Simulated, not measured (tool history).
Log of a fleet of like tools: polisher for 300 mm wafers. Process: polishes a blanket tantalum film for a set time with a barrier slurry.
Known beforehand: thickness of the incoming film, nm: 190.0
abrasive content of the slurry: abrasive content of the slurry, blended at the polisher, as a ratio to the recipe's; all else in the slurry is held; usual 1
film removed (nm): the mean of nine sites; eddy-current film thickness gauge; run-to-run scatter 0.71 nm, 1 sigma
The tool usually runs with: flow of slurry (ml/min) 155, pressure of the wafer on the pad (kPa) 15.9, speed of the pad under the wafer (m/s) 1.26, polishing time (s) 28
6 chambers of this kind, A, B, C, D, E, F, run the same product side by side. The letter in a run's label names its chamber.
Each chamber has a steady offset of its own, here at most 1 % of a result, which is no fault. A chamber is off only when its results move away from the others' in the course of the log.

run,hour,flow of slurry (ml/min),pressure of the wafer on the pad (kPa),speed of the pad under the wafer (m/s),abrasive content of the slurry,polishing time (s),film removed (nm)
# hour 3.9: chamber E: worn pad replaced by a new one
# hour 3.9: chamber C: worn pad replaced by a new one
1A,3.9,155,15.9,1.26,1,28,66.74
2F,7.3,155,15.9,1.26,1,28,67.336
3E,11.3,155,15.9,1.26,1,28,65.676
4C,17.6,155,15.9,1.26,1,28,66.972
5D,23.3,155,15.9,1.26,1,28,65.616
6B,28.7,155,15.9,1.26,1,28,66.934
# hour 29.9: chamber D: worn pad replaced by a new one
# hour 30.8: chamber A: worn pad replaced by a new one
7A,31.9,155,15.9,1.26,1,28,67.407
8D,36,155,15.9,1.26,1,28,66.76
9B,39.3,155,15.9,1.26,1,28,67.69
10C,43.9,155,15.9,1.26,1,28,69.098
# hour 44: chamber C: worn pad replaced by a new one
11F,49.6,155,15.9,1.26,1,28,67.437
# hour 50.7: chamber F: head pressure recalibrated
12E,56.6,155,15.9,1.26,1,28,66.681
# hour 60.7: chamber B: slurry nozzle cleaned
13F,62,155,15.9,1.26,1,28,67.034
14E,68,155,15.9,1.26,1,28,67.789
15B,71.9,155,15.9,1.26,1,28,67.612
# hour 74.3: chamber D: worn pad replaced by a new one
16C,77.9,155,15.9,1.26,1,28,67.837
17A,81.1,155,15.9,1.26,0.85,28,64.49
# hour 82.1: chamber B: worn pad replaced by a new one
18D,84.4,155,15.9,1.26,0.85,28,62.915
# hour 87.4: chamber F: slurry blender recalibrated
# hour 87.8: chamber C: worn pad replaced by a new one
19B,89.6,155,15.9,1.26,0.85,28,64.048
20E,92.8,155,15.9,1.26,0.85,28,63.033
# hour 96.5: chamber E: slurry blender recalibrated
21C,97.8,155,15.9,1.26,0.85,28,64.153
22F,101.8,155,15.9,1.26,0.85,28,62.237
23D,107.1,155,15.9,1.26,1,28,65.707
# hour 107.6: chamber A: worn pad replaced by a new one
# hour 108.8: chamber E: worn pad replaced by a new one
24A,110.6,155,15.9,1.26,1,28,67.787
# hour 112.9: chamber D: slurry nozzle cleaned
25E,117.4,155,15.9,1.26,1,28,65.985
26D,123.3,155,15.9,1.26,1,28,66.578
27F,127.3,155,15.9,1.26,1,28,63.695
# hour 128.2: chamber D: worn pad replaced by a new one
28B,134,155,15.9,1.26,1,28,67.771
# hour 136.3: chamber C: worn pad replaced by a new one
29A,138.6,155,15.9,1.26,1,28,66.717
# hour 142.1: chamber D: slurry blender recalibrated
# hour 144: chamber E: slurry nozzle cleaned
30C,144.8,155,17.9,1.42,1,28,86.85
31D,150.8,155,17.9,1.42,1,28,84.182
32B,156.6,155,17.9,1.42,1,28,86.54
33E,163,155,17.9,1.42,1,28,85.947
34A,167,155,17.9,1.42,1,28,86.343
35C,171.8,155,17.9,1.42,1,28,86.02
# hour 172.4: chamber D: worn pad replaced by a new one
36F,177,155,18.6,1.66,1,28,94.368
37F,180.5,155,18.6,1.66,1,28,93.149
38D,186,155,18.6,1.66,1,28,103.89
# hour 187.8: chamber A: worn pad replaced by a new one
39E,189.5,155,18.6,1.66,1,28,103.23
40A,194.3,155,18.6,1.66,1,28,104.42

Next, all 6 chambers run the settings below, one line each with question marks for the results. What does each chamber give?
41A,199.4,155,15.9,0.86,1,28,?
41B,199.4,155,15.9,0.86,1,28,?
41C,199.4,155,15.9,0.86,1,28,?
41D,199.4,155,15.9,0.86,1,28,?
41E,199.4,155,15.9,0.86,1,28,?
41F,199.4,155,15.9,0.86,1,28,?

run,film removed (nm)
41A,46.967
41B,45.986
41C,46.596
41D,46.042
41E,45.87
41F,39.18
